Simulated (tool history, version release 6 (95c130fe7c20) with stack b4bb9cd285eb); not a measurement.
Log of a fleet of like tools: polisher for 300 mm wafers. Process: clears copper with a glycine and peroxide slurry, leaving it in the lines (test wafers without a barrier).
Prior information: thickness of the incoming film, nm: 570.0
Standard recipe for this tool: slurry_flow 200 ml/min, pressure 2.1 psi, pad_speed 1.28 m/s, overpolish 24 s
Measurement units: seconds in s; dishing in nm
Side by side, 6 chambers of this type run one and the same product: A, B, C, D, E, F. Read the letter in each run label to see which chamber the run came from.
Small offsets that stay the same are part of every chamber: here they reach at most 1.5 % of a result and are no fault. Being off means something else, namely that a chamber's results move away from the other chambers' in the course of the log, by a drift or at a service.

| run | hour | slurry_flow | pressure | pad_speed | overpolish | wafers polished on this pad | hours since the slurry nozzle was cleaned | hours since the head pressure was calibrated | seconds | dishing |
|---|---|---|---|---|---|---|---|---|---|---|
| 1D | 3.7 | 200 | 2.1 | 1.28 | 24 | 254 | 35.4 | 64.2 | 98.077 | 76.689 |
| 2F | 6.1 | 200 | 2.1 | 1.28 | 24 | 232 | 372.5 | 154.6 | 99.318 | 74.37 |
| 3A | 10.4 | 200 | 2.1 | 1.28 | 24 | 536 | 179.9 | 1175.3 | 100.68 | 73.369 |
|  | 12.1 | chamber A: worn pad replaced by a new one |
| 4B | 14.6 | 200 | 2.1 | 1.28 | 24 | 754 | 78.7 | 288.7 | 98.476 | 74.211 |
| 5E | 18.8 | 200 | 2.1 | 1.28 | 24 | 685 | 259 | 318.3 | 98.886 | 75.724 |
|  | 20.4 | chamber B: worn pad replaced by a new one |
| 6C | 20.8 | 160 | 2.1 | 1.52 | 24 | 680 | 142.1 | 338.7 | 87.652 | 80.405 |
| 7E | 23 | 160 | 2.1 | 1.52 | 24 | 712 | 263.2 | 322.5 | 89.112 | 79.824 |
|  | 25.8 | chamber C: worn pad replaced by a new one |
| 8A | 26.5 | 160 | 2.1 | 1.52 | 24 | 92 | 196 | 1191.4 | 89.935 | 79.941 |
| 9C | 28.9 | 160 | 2.1 | 1.52 | 24 | 20 | 150.2 | 346.8 | 88.083 | 76.802 |
| 10F | 33.2 | 160 | 2.1 | 1.52 | 24 | 405 | 399.6 | 181.7 | 90.085 | 77.702 |
| 11D | 36.4 | 160 | 2.1 | 1.52 | 24 | 463 | 68.1 | 96.9 | 87.452 | 78.469 |
| 12B | 38.8 | 200 | 2.1 | 1.28 | 24 | 117 | 102.9 | 312.9 | 98.156 | 71.413 |
| 13C | 41.6 | 200 | 2.1 | 1.28 | 24 | 101 | 162.9 | 359.5 | 99.454 | 74.389 |
| 14F | 44.9 | 200 | 2.1 | 1.68 | 24 | 480 | 411.3 | 193.4 | 81.129 | 81.075 |
| 15D | 48.9 | 200 | 2.1 | 1.68 | 24 | 543 | 80.6 | 109.4 | 79.231 | 86.342 |
| 16B | 52.3 | 200 | 2.1 | 1.68 | 24 | 203 | 116.4 | 326.4 | 78.159 | 87.493 |
| 17E | 56 | 200 | 2.1 | 1.68 | 24 | 922 | 296.2 | 355.5 | 81.079 | 81.402 |
| 18A | 58.9 | 200 | 2.1 | 1.68 | 24 | 298 | 228.4 | 1223.8 | 80.451 | 85.212 |
|  | 62.7 | chamber F: slurry nozzle cleaned |
| 19D | 63 | 200 | 2.1 | 1.68 | 24 | 633 | 94.7 | 123.5 | 78.799 | 83.22 |
| 20E | 67.1 | 155 | 2.4 | 1.28 | 24 | 993 | 307.3 | 366.6 | 93.076 | 77.896 |
| 21B | 70.9 | 155 | 2.4 | 1.28 | 24 | 322 | 135 | 345 | 91.664 | 78.476 |
|  | 71.2 | chamber E: worn pad replaced by a new one |
| 22A | 74.5 | 155 | 2.4 | 1.28 | 24 | 398 | 244 | 1239.4 | 92.209 | 82.759 |
|  | 77.9 | chamber C: slurry nozzle cleaned |
| 23F | 78 | 155 | 2.4 | 1.28 | 24 | 691 | 15.4 | 226.5 | 95.652 | 75.714 |
| 24C | 80.3 | 155 | 2.4 | 1.28 | 24 | 348 | 2.5 | 398.2 | 93.328 | 78.683 |
|  | 82.2 | chamber A: worn pad replaced by a new one |
| 25B | 84.8 | 155 | 2.4 | 1.28 | 24 | 411 | 148.9 | 358.9 | 90.946 | 80.288 |
|  | 85.5 | chamber D: worn pad replaced by a new one |
| 26D | 88.2 | 180 | 2.1 | 1.46 | 24 | 17 | 119.9 | 148.7 | 90.588 | 77.743 |
| 27E | 90.5 | 180 | 2.1 | 1.46 | 24 | 123 | 330.7 | 390 | 89.946 | 78.784 |
| 28F | 92.7 | 180 | 2.1 | 1.46 | 24 | 785 | 30.1 | 241.2 | 100.01 | 75.344 |
| 29A | 94.8 | 180 | 2.1 | 1.46 | 24 | 80 | 264.3 | 1259.7 | 91.105 | 78.494 |
| 30C | 97.8 | 180 | 2.1 | 1.46 | 24 | 460 | 20 | 415.7 | 89.458 | 76.721 |
| 31B | 101.4 | 180 | 2.1 | 1.46 | 24 | 517 | 165.5 | 375.5 | 88.265 | 78.693 |
| 32C | 104.8 | 200 | 2.1 | 1.28 | 24 | 504 | 27 | 422.7 | 98.378 | 72.581 |
| 33F | 109 | 200 | 2.1 | 1.28 | 35 | 889 | 46.4 | 257.5 | 106.25 | 89.088 |
| 34E | 111.9 | 200 | 2.1 | 1.28 | 35 | 260 | 352.1 | 411.4 | 99.245 | 89.999 |
| 35D | 115.9 | 200 | 2.1 | 1.28 | 35 | 194 | 147.6 | 176.4 | 98.209 | 92.618 |
| 36A | 120 | 200 | 2.1 | 1.28 | 35 | 241 | 289.5 | 1284.9 | 100.05 | 93.235 |
| 37D | 122.9 | 200 | 2.1 | 1.28 | 35 | 239 | 154.6 | 183.4 | 97.331 | 92.925 |
| 38E | 125.7 | 200 | 2.1 | 1.28 | 35 | 348 | 365.9 | 425.2 | 100.51 | 90.008 |
| 39B | 128.6 | 200 | 2.1 | 1.28 | 24 | 690 | 192.7 | 402.7 | 96.685 | 72.704 |

The same settings go to every chamber for the next run, one line per chamber below. Forecast the results for each:
| 40A | 131.8 | 200 | 2.5 | 1.28 | 24 |  |  |  | ? | ? |
| 40B | 131.8 | 200 | 2.5 | 1.28 | 24 |  |  |  | ? | ? |
| 40C | 131.8 | 200 | 2.5 | 1.28 | 24 |  |  |  | ? | ? |
| 40D | 131.8 | 200 | 2.5 | 1.28 | 24 |  |  |  | ? | ? |
| 40E | 131.8 | 200 | 2.5 | 1.28 | 24 |  |  |  | ? | ? |
| 40F | 131.8 | 200 | 2.5 | 1.28 | 24 |  |  |  | ? | ? |

| run | seconds | dishing |
|---|---|---|
| 40A | 85.465 | 84.064 |
| 40B | 86.134 | 84.332 |
| 40C | 85.853 | 81.199 |
| 40D | 85.734 | 82.407 |
| 40E | 85.352 | 82.761 |
| 40F | 97.834 | 76.533 |

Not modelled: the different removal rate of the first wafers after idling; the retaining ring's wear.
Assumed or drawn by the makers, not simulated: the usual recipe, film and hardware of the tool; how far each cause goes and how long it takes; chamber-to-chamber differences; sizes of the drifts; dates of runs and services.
